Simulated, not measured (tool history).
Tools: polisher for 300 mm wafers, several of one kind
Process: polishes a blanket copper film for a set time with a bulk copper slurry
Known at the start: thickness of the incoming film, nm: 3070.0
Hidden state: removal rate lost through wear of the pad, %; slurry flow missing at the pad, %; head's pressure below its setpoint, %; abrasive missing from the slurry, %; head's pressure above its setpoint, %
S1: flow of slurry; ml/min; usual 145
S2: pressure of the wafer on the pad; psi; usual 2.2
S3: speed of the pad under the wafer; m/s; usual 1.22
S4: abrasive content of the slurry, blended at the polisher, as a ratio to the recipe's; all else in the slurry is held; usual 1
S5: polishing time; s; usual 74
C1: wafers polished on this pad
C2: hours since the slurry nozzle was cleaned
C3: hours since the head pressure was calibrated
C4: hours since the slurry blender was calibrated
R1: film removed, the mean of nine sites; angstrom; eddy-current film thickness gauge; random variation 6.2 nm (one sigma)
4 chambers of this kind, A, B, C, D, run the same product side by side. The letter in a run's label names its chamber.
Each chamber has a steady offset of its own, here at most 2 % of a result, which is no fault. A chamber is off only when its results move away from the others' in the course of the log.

-- hour=8.6 chamber C: worn pad replaced by a new one
run 1D hour=11.8 | S1=145 S2=2.2 S3=1.22 S4=1 S5=74 | C1=711 C2=121.7 C3=545.3 C4=12.3 | R1=7377
-- hour=16.6 chamber B: slurry blender recalibrated
-- hour=16.6 chamber A: worn pad replaced by a new one
run 2C hour=17.8 | S1=145 S2=2.2 S3=1.22 S4=1 S5=74 | C1=127 C2=110.3 C3=356.5 C4=25.9 | R1=7342.8
run 3B hour=24 | S1=145 S2=2.2 S3=1.22 S4=1 S5=74 | C1=1021 C2=286.6 C3=66.3 C4=7.5 | R1=7299.3
-- hour=29.7 chamber B: worn pad replaced by a new one
run 4A hour=33.5 | S1=145 S2=2.2 S3=1.22 S4=1 S5=74 | C1=233 C2=145.3 C3=916.1 C4=68.5 | R1=7394.3
run 5A hour=41.4 | S1=145 S2=2.8 S3=1.22 S4=1 S5=99 | C1=342 C2=153.2 C3=924 C4=76.4 | R1=12537
run 6C hour=50.8 | S1=145 S2=2.8 S3=1.22 S4=1 S5=99 | C1=583 C2=143.3 C3=389.5 C4=58.9 | R1=12250
run 7B hour=62.7 | S1=145 S2=2.8 S3=1.22 S4=1 S5=99 | C1=456 C2=325.3 C3=105 C4=46.2 | R1=12490
run 8D hour=68.5 | S1=145 S2=2.8 S3=1.22 S4=1 S5=99 | C1=1495 C2=178.4 C3=602 C4=69 | R1=12406
-- hour=69.7 chamber C: worn pad replaced by a new one
run 9D hour=74.9 | S1=145 S2=2.8 S3=1.22 S4=1 S5=74 | C1=1583 C2=184.8 C3=608.4 C4=75.4 | R1=9391.6
-- hour=75.7 chamber D: head pressure recalibrated
run 10B hour=81.1 | S1=145 S2=2.8 S3=1.22 S4=1 S5=74 | C1=710 C2=343.7 C3=123.4 C4=64.6 | R1=9142
run 11A hour=90.3 | S1=145 S2=2.8 S3=1.22 S4=1 S5=74 | C1=1018 C2=202.1 C3=972.9 C4=125.3 | R1=9436.2
-- hour=90.6 chamber A: worn pad replaced by a new one
run 12C hour=98.6 | S1=145 S2=2.8 S3=1.22 S4=1 S5=74 | C1=400 C2=191.1 C3=437.3 C4=106.7 | R1=9224.7
-- hour=100.3 chamber B: worn pad replaced by a new one
-- hour=105 chamber D: slurry blender recalibrated
run 13A hour=110.8 | S1=145 S2=2.2 S3=1.22 S4=1 S5=74 | C1=280 C2=222.6 C3=993.4 C4=145.8 | R1=7566.8
-- hour=113.8 chamber A: slurry blender recalibrated
run 14B hour=117.4 | S1=145 S2=2.2 S3=1.22 S4=1 S5=74 | C1=237 C2=380 C3=159.7 C4=100.9 | R1=7284.8
run 15C hour=128.9 | S1=145 S2=2.2 S3=1.22 S4=1 S5=74 | C1=819 C2=221.4 C3=467.6 C4=137 | R1=7348.8
-- hour=132.7 chamber C: worn pad replaced by a new one
run 16D hour=137.3 | S1=145 S2=2.2 S3=1.22 S4=1 S5=74 | C1=2446 C2=247.2 C3=61.6 C4=32.3 | R1=7423.2
run 17D hour=145.9 | S1=145 S2=2.2 S3=1.22 S4=1 S5=74 | C1=2565 C2=255.8 C3=70.2 C4=40.9 | R1=7250.9
-- hour=151 chamber A: worn pad replaced by a new one
run 18A hour=152.1 | S1=145 S2=2.2 S3=1.22 S4=1 S5=74 | C1=15 C2=263.9 C3=1034.7 C4=38.4 | R1=7529
run 19B hour=163.9 | S1=145 S2=2.2 S3=1.22 S4=1 S5=74 | C1=879 C2=426.5 C3=206.2 C4=147.4 | R1=7247.7
-- hour=166.1 chamber B: slurry nozzle cleaned
-- hour=170.6 chamber A: slurry nozzle cleaned
run 20C hour=172.5 | S1=145 S2=2.2 S3=1.22 S4=1 S5=74 | C1=551 C2=265 C3=511.2 C4=180.6 | R1=7193.7
run 21D hour=179.1 | S1=145 S2=2.2 S3=1.22 S4=1 S5=74 | C1=3023 C2=289 C3=103.4 C4=74.1 | R1=7196.1
-- hour=179.2 chamber B: worn pad replaced by a new one
run 22B hour=189.6 | S1=145 S2=2.2 S3=1.22 S4=1 S5=74 | C1=144 C2=23.5 C3=231.9 C4=173.1 | R1=7308.6
run 23C hour=195.4 | S1=145 S2=2.2 S3=1.22 S4=1 S5=74 | C1=867 C2=287.9 C3=534.1 C4=203.5 | R1=7187.8
run 24A hour=203.3 | S1=145 S2=2.2 S3=1.6 S4=1 S5=53 | C1=723 C2=32.7 C3=1085.9 C4=89.6 | R1=7201.5
-- hour=210.6 chamber C: worn pad replaced by a new one
run 25B hour=211.9 | S1=145 S2=2.2 S3=1.6 S4=1 S5=53 | C1=452 C2=45.8 C3=254.2 C4=195.4 | R1=6797.1
-- hour=212.5 chamber A: worn pad replaced by a new one
-- hour=217.1 chamber D: slurry blender recalibrated
run 26D hour=219.1 | S1=145 S2=2.2 S3=1.6 S4=1 S5=53 | C1=3576 C2=329 C3=143.4 C4=2.1 | R1=6740.8
run 27A hour=228.8 | S1=145 S2=2.2 S3=1.6 S4=1 S5=53 | C1=225 C2=58.2 C3=1111.4 C4=115.1 | R1=6947.9
-- hour=231.2 chamber A: head pressure recalibrated
-- hour=236.2 chamber A: slurry blender recalibrated
run 28C hour=237.5 | S1=145 S2=2.2 S3=1.22 S4=1 S5=74 | C1=371 C2=330 C3=576.2 C4=245.6 | R1=7395.9
run 29C hour=248 | S1=145 S2=2.2 S3=1.22 S4=1 S5=74 | C1=517 C2=340.5 C3=586.7 C4=256.1 | R1=7305
-- hour=255.1 chamber D: slurry nozzle cleaned
-- hour=257 chamber B: worn pad replaced by a new one
run 30D hour=260.3 | S1=145 S2=2.2 S3=1.22 S4=1 S5=74 | C1=4145 C2=5.2 C3=184.6 C4=43.3 | R1=6986.7
-- hour=265 chamber B: head pressure recalibrated
run 31A hour=272.2 | S1=145 S2=2.2 S3=1.22 S4=1 S5=74 | C1=825 C2=101.6 C3=41.1 C4=36.1 | R1=7499.3
-- hour=279.8 chamber A: worn pad replaced by a new one
run 32B hour=279.8 | S1=170 S2=2.2 S3=1.38 S4=1 S5=74 | C1=315 C2=113.7 C3=14.9 C4=263.3 | R1=8424
-- hour=282.6 chamber C: worn pad replaced by a new one
run 33D hour=290.7 | S1=170 S2=2.2 S3=1.38 S4=1 S5=74 | C1=4566 C2=35.6 C3=215 C4=73.7 | R1=8040.4
run 34C hour=297.3 | S1=170 S2=2.2 S3=1.38 S4=1 S5=74 | C1=203 C2=389.8 C3=636 C4=305.4 | R1=8378.8
-- hour=297.7 chamber C: slurry nozzle cleaned
run 35B hour=308.9 | S1=170 S2=2.2 S3=1.38 S4=1 S5=74 | C1=717 C2=142.8 C3=44 C4=292.4 | R1=8432.6
run 36A hour=317.2 | S1=145 S2=2.2 S3=1.22 S4=1 S5=74 | C1=516 C2=146.6 C3=86.1 C4=81.1 | R1=7465.5
run 37A hour=324.2 | S1=145 S2=2.2 S3=1.22 S4=1 S5=74 | C1=613 C2=153.6 C3=93.1 C4=88.1 | R1=7429.2
-- hour=328 chamber B: worn pad replaced by a new one
run 38D hour=335.9 | S1=145 S2=2.2 S3=1.22 S4=1 S5=74 | C1=5190 C2=80.8 C3=260.2 C4=118.9 | R1=6889.8
-- hour=343 chamber C: worn pad replaced by a new one
run 39B hour=345.2 | S1=145 S2=2.2 S3=1.22 S4=1 S5=74 | C1=238 C2=179.1 C3=80.3 C4=328.7 | R1=7256.8
-- hour=347.1 chamber C: head pressure recalibrated
run 40C hour=351.4 | S1=145 S2=2.2 S3=1.22 S4=1 S5=74 | C1=116 C2=53.7 C3=4.3 C4=359.5 | R1=7316.5

Next, every chamber runs the same settings. What will each give?
run 41A hour=360.6 | S1=145 S2=2.2 S3=1.22 S4=1 S5=74 | R1=?
run 41B hour=360.6 | S1=145 S2=2.2 S3=1.22 S4=1 S5=74 | R1=?
run 41C hour=360.6 | S1=145 S2=2.2 S3=1.22 S4=1 S5=74 | R1=?
run 41D hour=360.6 | S1=145 S2=2.2 S3=1.22 S4=1 S5=74 | R1=?

run=41A R1=7411
run=41B R1=7277.9
run=41C R1=7314.2
run=41D R1=6912.6
